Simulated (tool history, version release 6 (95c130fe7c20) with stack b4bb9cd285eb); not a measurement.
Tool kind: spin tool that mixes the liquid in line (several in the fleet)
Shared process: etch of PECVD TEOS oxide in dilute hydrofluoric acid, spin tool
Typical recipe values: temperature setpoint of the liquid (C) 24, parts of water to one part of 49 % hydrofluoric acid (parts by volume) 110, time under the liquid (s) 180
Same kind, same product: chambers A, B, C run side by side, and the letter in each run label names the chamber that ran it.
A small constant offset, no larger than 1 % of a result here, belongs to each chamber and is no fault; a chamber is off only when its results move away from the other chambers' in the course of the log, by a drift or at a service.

run    day  temperature setpoint of the liquid (C)  parts of water to one part of 49 % hydrofluoric acid (parts by volume)  time under the liquid (s)  hours since the thermometer was replaced  hours since the hydrofluoric acid flow meter was replaced  read-back film thickness of the PECVD TEOS oxide reference wafer, read on the same gauge (nm)  thickness taken off the PECVD TEOS oxide on a monitor wafer (nm)
 1C  0.288                                      24                                                                     110                        180                                     540.2                                                      285.6                                                                                         50.031                                                            43.944
 2A  0.483                                      24                                                                     110                        180                                    1132.9                                                     1277.1                                                                                         49.964                                                            43.991
 3B  0.629                                      24                                                                     110                        180                                    1173.0                                                      187.8                                                                                         49.971                                                            44.067
 4B  0.858                                      24                                                                     110                        180                                    1178.5                                                      193.3                                                                                         49.998                                                            44.223
 5C  1.129                                      24                                                                     110                        180                                     560.4                                                      305.8                                                                                         49.997                                                            44.273
 6A  1.262                                      24                                                                     150                        265                                    1151.6                                                     1295.8                                                                                         50.003                                                            45.351
 7B  1.504                                      24                                                                     150                        265                                    1194.0                                                      208.8                                                                                         50.011                                                            45.573
 8C  1.771                                      24                                                                     150                        265                                     575.8                                                      321.2                                                                                         49.994                                                            45.534
 9A  1.967                                      24                                                                     110                        180                                    1168.5                                                     1312.7                                                                                         50.004                                                            43.241
10C  2.221                                      24                                                                     110                        180                                     586.6                                                      332.0                                                                                         49.990                                                            43.981
11A  2.471                                      24                                                                     110                        180                                    1180.6                                                     1324.8                                                                                         49.989                                                            43.639
12B  2.708                                      24                                                                     110                        180                                    1222.9                                                      237.7                                                                                         50.012                                                            43.729
13C  2.912                                      24                                                                     110                        180                                     603.2                                                      348.6                                                                                         49.998                                                            44.245
14A  3.062                                      24                                                                     110                        180                                    1194.8                                                     1339.0                                                                                         49.989                                                            43.224
15B  3.221                                      24                                                                     110                        180                                    1235.2                                                      250.0                                                                                         50.021                                                            43.204
16B  3.446                                      24                                                                     110                        180                                    1240.6                                                      255.4                                                                                         49.989                                                            43.315
17A  3.571                                      24                                                                     110                        180                                    1207.0                                                     1351.2                                                                                         50.025                                                            43.830
18C  3.808                                      24                                                                     110                        180                                     624.7                                                      370.1                                                                                         49.965                                                            43.946
19C  4.025                                      24                                                                     110                        180                                     629.9                                                      375.3                                                                                         49.976                                                            43.984
20A  4.254                                      24                                                                     110                        180                                    1223.4                                                     1367.6                                                                                         49.993                                                            44.020
21B  4.492                                      24                                                                     110                        180                                    1265.7                                                      280.5                                                                                         50.016                                                            43.238
22B  4.729                                      24                                                                     110                        180                                    1271.4                                                      286.2                                                                                         50.010                                                            43.164
23C  4.917                                      24                                                                     110                        180                                     651.3                                                      396.7                                                                                         50.007                                                            44.163
24A  5.079                                      24                                                                     110                        180                                    1243.2                                                     1387.4                                                                                         49.966                                                            43.478
25C  5.246                                      24                                                                     110                        180                                     659.2                                                      404.6                                                                                         49.989                                                            43.763
26A  5.529                                      24                                                                     110                        180                                    1254.0                                                     1398.2                                                                                         50.005                                                            43.742
27B  5.700                                      24                                                                     110                        180                                    1294.7                                                      309.5                                                                                         50.000                                                            42.207
28A  5.946                                      24                                                                     110                        235                                    1264.0                                                     1408.2                                                                                         50.013                                                            57.405
29B  6.096                                      24                                                                     110                        235                                    1304.2                                                      319.0                                                                                         50.007                                                            55.460
30C  6.221                                      24                                                                     110                        235                                     682.6                                                      428.0                                                                                         49.981                                                            57.669
31B  6.408                                      24                                                                     110                        180                                    1311.7                                                      326.5                                                                                         50.008                                                            43.081
32C  6.696                                      26                                                                     110                        255                                     694.0                                                      439.4                                                                                         50.014                                                            67.833
33A  6.871                                      26                                                                     110                        255                                    1286.2                                                     1430.4                                                                                         49.983                                                            66.994
34C  7.154                                      26                                                                     110                        255                                     705.0                                                      450.4                                                                                         50.020                                                            67.429
35A  7.346                                      24                                                                     110                        180                                    1297.6                                                     1441.8                                                                                         50.025                                                            43.937
36B  7.483                                      24                                                                     110                        180                                    1337.5                                                      352.3                                                                                         49.995                                                            41.905
37B  7.638                                      24                                                                     110                        275                                    1341.2                                                      356.0                                                                                         50.016                                                            63.689
38A  7.879                                      24                                                                     110                        275                                    1310.4                                                     1454.6                                                                                         49.986                                                            66.991
39C  8.079                                      24                                                                     110                        275                                     727.2                                                      472.6                                                                                         50.022                                                            67.441

Read the log: is a single chamber off, either drifting away or since a service, is the gauge that measures every chamber drifting, or is nothing wrong beyond small per-chamber offsets? Name any odd chamber and what most likely caused it.

It is chamber B that slowly wanders off from its peers.
Cause: hydrofluoric acid flow below the setpoint (%) = 5.02.
The log may not separate it from: liquid colder than its thermometer reads (K).

Below are 4 candidate recipes for chamber B's next run, each the usual settings with a change, their results shown as question marks. Which of them brings B's results back in line with what the other chambers give on the usual settings?
In line means no further than this from the other chambers' mean on the usual settings: thickness taken off the PECVD TEOS oxide on a monitor wafer (nm) 1.100
40B-1  8.283                                      24                                                                     105                        180                                                                                                                                                                                                                                                                     ?
40B-2  8.283                                      24                                                                     100                        180                                                                                                                                                                                                                                                                     ?
40B-3  8.283                                      24                                                                     115                        170                                                                                                                                                                                                                                                                     ?
40B-4  8.283                                      24                                                                     110                        170                                                                                                                                                                                                                                                                     ?

Other chambers, usual settings, mean: thickness taken off the PECVD TEOS oxide on a monitor wafer (nm) 43.923
  run  thickness taken off the PECVD TEOS oxide on a monitor wafer (nm)
40B-1                                                            43.917
40B-2                                                            46.391
40B-3                                                            37.421
40B-4                                                            39.356
With 40B-1, the chamber falls back in line with the rest.
